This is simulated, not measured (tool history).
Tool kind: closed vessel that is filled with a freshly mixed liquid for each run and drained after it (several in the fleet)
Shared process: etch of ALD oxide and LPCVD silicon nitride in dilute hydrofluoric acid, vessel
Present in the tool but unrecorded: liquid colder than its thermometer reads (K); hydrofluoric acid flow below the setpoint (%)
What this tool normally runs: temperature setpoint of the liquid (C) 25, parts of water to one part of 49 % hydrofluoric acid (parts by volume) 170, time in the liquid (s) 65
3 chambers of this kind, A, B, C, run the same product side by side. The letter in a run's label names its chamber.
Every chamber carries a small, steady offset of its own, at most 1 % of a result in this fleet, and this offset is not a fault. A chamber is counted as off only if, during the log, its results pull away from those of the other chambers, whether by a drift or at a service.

run  hour  temperature setpoint of the liquid (C)  parts of water to one part of 49 % hydrofluoric acid (parts by volume)  time in the liquid (s)  hours since the thermometer was replaced  hours since the hydrofluoric acid flow meter was replaced  read-back film thickness of the ALD oxide reference wafer, read on the same gauge (nm)  read-back film thickness of the LPCVD silicon nitride reference wafer, read on the same gauge (nm)  thickness taken off the ALD oxide on a monitor wafer (Å)  thickness taken off the LPCVD silicon nitride on a monitor wafer (Å)
 1C   2.3                                      25                                                                     170                      65                                    1634.6                                                     1081.8                                                                                  29.982                                                                                              50.004                                                    81.614                                                                1.9976
 2A   5.8                                      25                                                                     170                      65                                     129.1                                                      327.6                                                                                  30.028                                                                                               50.01                                                    82.276                                                                1.6747
 3B  10.1                                      25                                                                     170                      65                                     703.3                                                      383.1                                                                                  29.989                                                                                              50.031                                                    82.854                                                                2.1698
 4A  14.1                                      25                                                                     170                      65                                     137.4                                                      335.9                                                                                  29.983                                                                                              50.041                                                    82.025                                                                2.0528
 5C  17.9                                      25                                                                     170                      65                                    1650.2                                                     1097.4                                                                                  29.988                                                                                              49.991                                                    81.959                                                                 1.656
 6B  21.4                                      25                                                                     170                      65                                     714.6                                                      394.4                                                                                  30.006                                                                                              50.057                                                    82.805                                                                1.6329
 7C    24                                    20.5                                                                     170                      95                                    1656.3                                                     1103.5                                                                                  30.001                                                                                              50.039                                                    100.56                                                                2.2369
 8A  27.8                                    20.5                                                                     170                      95                                     151.1                                                      349.6                                                                                  29.993                                                                                              49.988                                                    100.73                                                                2.0108
 9B  31.6                                    20.5                                                                     170                      95                                     724.8                                                      404.6                                                                                  29.986                                                                                              49.988                                                    101.29                                                                1.9364
10A    34                                      25                                                                     170                      65                                     157.3                                                      355.8                                                                                  29.997                                                                                              49.987                                                    82.119                                                                1.9519
11B  38.7                                    28.5                                                                     170                      65                                     731.9                                                      411.7                                                                                  29.996                                                                                              49.995                                                    94.332                                                                 2.526
12C  42.9                                    28.5                                                                     170                      65                                    1675.2                                                     1122.4                                                                                  30.008                                                                                              50.002                                                    92.976                                                                2.2447
13A  47.7                                    28.5                                                                     170                      65                                       171                                                      369.5                                                                                  29.991                                                                                              50.003                                                     93.44                                                                2.0567
14B  52.1                                      25                                                                     170                      65                                     745.3                                                      425.1                                                                                   29.99                                                                                              50.021                                                    83.112                                                                1.7109
15C  57.5                                      25                                                                     170                      65                                    1689.8                                                       1137                                                                                  29.977                                                                                              49.997                                                    81.687                                                                1.8744
16A  60.1                                      25                                                                     170                      65                                     183.4                                                      381.9                                                                                  30.009                                                                                              49.992                                                    81.949                                                                 1.704
17B  65.2                                      25                                                                     170                      65                                     758.4                                                      438.2                                                                                  30.024                                                                                              50.012                                                    82.961                                                                1.9557
18C  68.5                                      27                                                                     170                      35                                    1700.8                                                       1148                                                                                  29.973                                                                                              49.968                                                    47.113                                                                1.2863
19C  71.9                                      27                                                                     170                      35                                    1704.2                                                     1151.4                                                                                  30.004                                                                                              49.998                                                    47.518                                                                 1.029
20A  75.1                                      27                                                                     170                      35                                     198.4                                                      396.9                                                                                  30.002                                                                                              49.978                                                    47.856                                                                1.4331

All chambers now run identical settings, listed one chamber a line with results as question marks. What results will each chamber show?
21A    79                                      25                                                                     170                      65                                                                                                                                                                                                                                                                                                                                                          ?                                                                     ?
21B    79                                      25                                                                     170                      65                                                                                                                                                                                                                                                                                                                                                          ?                                                                     ?
21C    79                                      25                                                                     170                      65                                                                                                                                                                                                                                                                                                                                                          ?                                                                     ?

run  thickness taken off the ALD oxide on a monitor wafer (Å)  thickness taken off the LPCVD silicon nitride on a monitor wafer (Å)
21A                                                    82.165                                                                1.8608
21B                                                    82.592                                                                1.9583
21C                                                    81.725                                                                 1.708
